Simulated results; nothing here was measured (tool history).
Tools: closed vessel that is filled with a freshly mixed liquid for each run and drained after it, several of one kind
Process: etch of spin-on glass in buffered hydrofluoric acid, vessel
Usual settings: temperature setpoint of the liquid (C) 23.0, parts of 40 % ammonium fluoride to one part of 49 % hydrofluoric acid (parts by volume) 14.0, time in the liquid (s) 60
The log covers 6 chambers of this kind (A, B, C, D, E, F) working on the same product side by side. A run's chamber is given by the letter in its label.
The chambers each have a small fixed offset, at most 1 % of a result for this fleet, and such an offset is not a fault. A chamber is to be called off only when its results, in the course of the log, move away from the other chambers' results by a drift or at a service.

| run | hour | temperature setpoint of the liquid (C) | parts of 40 % ammonium fluoride to one part of 49 % hydrofluoric acid (parts by volume) | time in the liquid (s) | hours since the thermometer was replaced | hours since the hydrofluoric acid flow meter was replaced | read-back film thickness of the spin-on glass reference wafer, read on the same gauge (nm) | thickness taken off the spin-on glass on a monitor wafer (Å) |
|---|---|---|---|---|---|---|---|---|
| 1C | 5.0 | 23.0 | 14.0 | 60 | 332.3 | 1519.7 | 130.00 | 1212.00 |
| 2A | 10.0 | 23.0 | 14.0 | 60 | 192.0 | 462.0 | 130.03 | 1211.40 |
| 3D | 16.1 | 23.0 | 14.0 | 60 | 347.2 | 309.1 | 130.01 | 1222.40 |
| 4B | 23.0 | 23.0 | 14.0 | 60 | 1145.1 | 1175.8 | 130.03 | 1213.30 |
| 5E | 30.8 | 23.0 | 14.0 | 60 | 1970.2 | 226.7 | 130.00 | 1223.10 |
| 6F | 35.6 | 23.0 | 14.0 | 60 | 94.9 | 814.9 | 129.99 | 1232.10 |
| 7F | 42.5 | 23.0 | 14.0 | 60 | 101.8 | 821.8 | 130.01 | 1222.60 |
| 8A | 50.2 | 23.0 | 14.0 | 60 | 232.2 | 502.2 | 130.04 | 1222.20 |
| 9C | 54.1 | 23.0 | 14.0 | 60 | 381.4 | 1568.8 | 130.01 | 1204.20 |
| 10B | 58.5 | 23.0 | 14.0 | 60 | 1180.6 | 1211.3 | 130.03 | 1200.30 |
| 11D | 63.1 | 23.0 | 14.0 | 60 | 394.2 | 356.1 | 129.98 | 1228.20 |
| 12E | 69.5 | 23.0 | 14.0 | 60 | 2008.9 | 265.4 | 130.01 | 1214.20 |
| 13D | 73.8 | 23.0 | 14.0 | 60 | 404.9 | 366.8 | 130.00 | 1236.70 |
| 14C | 82.5 | 24.5 | 10.0 | 60 | 409.8 | 1597.2 | 130.00 | 1824.00 |
| 15B | 87.0 | 24.5 | 10.0 | 60 | 1209.1 | 1239.8 | 129.95 | 1839.10 |
| 16E | 92.2 | 24.5 | 10.0 | 60 | 2031.6 | 288.1 | 129.99 | 1828.70 |
| 17F | 96.8 | 24.5 | 10.0 | 60 | 156.1 | 876.1 | 129.97 | 1824.10 |
| 18A | 105.3 | 24.5 | 10.0 | 60 | 287.3 | 557.3 | 130.01 | 1818.80 |
| 19F | 110.3 | 24.5 | 10.0 | 60 | 169.6 | 889.6 | 129.99 | 1826.80 |
| 20A | 115.2 | 23.0 | 14.0 | 60 | 297.2 | 567.2 | 129.99 | 1221.90 |
| 21E | 123.5 | 23.0 | 14.0 | 60 | 2062.9 | 319.4 | 129.99 | 1221.50 |
| 22B | 129.9 | 23.0 | 14.0 | 60 | 1252.0 | 1282.7 | 129.99 | 1210.00 |
| 23C | 139.0 | 23.0 | 14.0 | 60 | 466.3 | 1653.7 | 129.97 | 1222.20 |
|  | 139.3 | chamber C: hydrofluoric acid flow meter replaced |
| 24D | 143.0 | 23.0 | 14.0 | 60 | 474.1 | 436.0 | 130.00 | 1259.90 |
| 25C | 151.5 | 23.0 | 14.0 | 60 | 478.8 | 12.3 | 129.96 | 1209.30 |
| 26D | 156.0 | 23.0 | 14.0 | 60 | 487.1 | 449.0 | 130.02 | 1263.70 |
| 27E | 162.2 | 23.0 | 14.0 | 60 | 2101.6 | 358.1 | 130.03 | 1217.80 |
| 28B | 167.1 | 26.0 | 9.5 | 60 | 1289.2 | 1319.9 | 130.04 | 2063.90 |
| 29A | 171.4 | 26.0 | 9.5 | 60 | 353.4 | 623.4 | 130.00 | 2064.00 |
| 30F | 176.8 | 26.0 | 9.5 | 60 | 236.1 | 956.1 | 129.95 | 2053.00 |
| 31F | 181.5 | 26.0 | 9.5 | 60 | 240.8 | 960.8 | 129.98 | 2040.00 |
| 32B | 185.8 | 26.0 | 9.5 | 60 | 1307.9 | 1338.6 | 130.00 | 2056.00 |
| 33E | 193.6 | 26.0 | 9.5 | 60 | 2133.0 | 389.5 | 129.96 | 2057.50 |
| 34C | 200.1 | 21.0 | 19.5 | 60 | 527.4 | 60.9 | 130.02 | 780.22 |
| 35D | 207.7 | 21.0 | 19.5 | 60 | 538.8 | 500.7 | 130.01 | 827.97 |
| 36A | 211.9 | 21.0 | 19.5 | 60 | 393.9 | 663.9 | 129.97 | 781.57 |
| 37E | 220.8 | 21.0 | 19.5 | 60 | 2160.2 | 416.7 | 130.04 | 789.80 |
| 38D | 228.6 | 21.0 | 19.5 | 60 | 559.7 | 521.6 | 130.00 | 842.96 |
| 39A | 233.6 | 21.0 | 19.5 | 60 | 415.6 | 685.6 | 130.01 | 787.55 |
| 40C | 238.6 | 23.0 | 14.0 | 60 | 565.9 | 99.4 | 129.99 | 1205.50 |
| 41B | 243.2 | 23.0 | 14.0 | 60 | 1365.3 | 1396.0 | 130.02 | 1215.10 |
| 42F | 248.3 | 23.0 | 14.0 | 60 | 307.6 | 1027.6 | 130.05 | 1207.10 |

All 6 chambers run these settings next. Forecast each chamber's results:
| 43A | 254.9 | 23.0 | 14.0 | 60 |  |  |  | ? |
| 43B | 254.9 | 23.0 | 14.0 | 60 |  |  |  | ? |
| 43C | 254.9 | 23.0 | 14.0 | 60 |  |  |  | ? |
| 43D | 254.9 | 23.0 | 14.0 | 60 |  |  |  | ? |
| 43E | 254.9 | 23.0 | 14.0 | 60 |  |  |  | ? |
| 43F | 254.9 | 23.0 | 14.0 | 60 |  |  |  | ? |

| run | thickness taken off the spin-on glass on a monitor wafer (Å) |
|---|---|
| 43A | 1212.50 |
| 43B | 1206.00 |
| 43C | 1210.00 |
| 43D | 1295.90 |
| 43E | 1206.00 |
| 43F | 1216.20 |
